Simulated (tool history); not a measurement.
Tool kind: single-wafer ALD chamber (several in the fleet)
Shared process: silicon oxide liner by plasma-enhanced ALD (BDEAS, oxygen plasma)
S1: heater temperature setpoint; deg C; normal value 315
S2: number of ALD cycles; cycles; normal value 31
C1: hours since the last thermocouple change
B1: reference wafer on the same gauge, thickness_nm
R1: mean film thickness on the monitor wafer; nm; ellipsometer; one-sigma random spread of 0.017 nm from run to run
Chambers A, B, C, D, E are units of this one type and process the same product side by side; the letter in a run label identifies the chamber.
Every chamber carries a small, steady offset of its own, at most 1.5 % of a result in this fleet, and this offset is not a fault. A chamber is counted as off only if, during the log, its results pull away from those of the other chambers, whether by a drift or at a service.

run	hour	S1	S2	C1	B1	R1
1B	13.2	315	31	524.4	3.0613	2.7961
2A	25.7	315	31	1923.3	3.0558	2.8149
# hour 34.5: chamber A: thermocouple changed; heater temperature recalibrated
3E	37.2	315	31	211.1	3.0622	2.7921
4D	52.7	315	31	1222.9	3.0588	2.8596
5C	68.2	315	31	2256.2	3.0589	2.8240
6E	77.5	309	36	251.4	3.0571	3.2850
7B	92.7	309	36	603.9	3.0582	3.3234
8A	108.3	309	36	73.8	3.0633	3.2996
9D	117.9	309	36	1288.1	3.0570	3.3300
10C	132.2	309	36	2320.2	3.0586	3.3297
11A	145.9	315	31	111.4	3.0625	2.8135
12B	160.7	315	31	671.9	3.0618	2.8196
13D	170.5	315	31	1340.7	3.0610	2.8595
14E	183.0	304	31	356.9	3.0590	2.8794
15C	194.6	304	31	2382.6	3.0627	2.8558
16A	204.7	304	31	170.2	3.0627	2.8607
17D	212.2	304	31	1382.4	3.0533	2.9299
18B	226.9	304	31	738.1	3.0582	2.8471
19C	237.9	326	36	2425.9	3.0624	3.2383
# hour 244.7: chamber C: thermocouple changed; heater temperature recalibrated
20E	245.8	326	36	419.7	3.0604	3.2379
21B	255.6	326	36	766.8	3.0568	3.2263
22C	262.6	326	36	18.0	3.0604	3.2117
23D	272.8	326	36	1443.0	3.0648	3.2818
24E	284.5	315	31	458.4	3.0606	2.8260
25A	298.8	315	31	264.3	3.0590	2.8142
26E	312.3	315	31	486.2	3.0582	2.8152
27D	319.2	315	31	1489.4	3.0628	2.8443
28C	330.0	315	31	85.4	3.0611	2.7986
29B	338.6	315	31	849.8	3.0622	2.8367
30A	349.0	315	31	314.5	3.0597	2.8054
31D	357.1	315	31	1527.3	3.0600	2.8706
32E	366.4	315	31	540.3	3.0607	2.8232
33B	376.1	315	31	887.3	3.0585	2.8450
34A	390.1	315	31	355.6	3.0621	2.8063
35C	402.8	315	31	158.2	3.0566	2.8534
36D	412.3	315	31	1582.5	3.0609	2.8650
37C	427.0	315	31	182.4	3.0646	2.7938
38E	439.3	315	31	613.2	3.0629	2.8266
39B	454.1	315	31	965.3	3.0589	2.8285
40A	465.1	315	31	430.6	3.0617	2.7967

Is one chamber out of step, is the gauge drifting, or do the chambers differ by no more than their own small offsets? For an off chamber, give its letter and the likeliest cause.

Neither any chamber nor the gauge drifts; the chambers differ only by their own small, steady offsets.
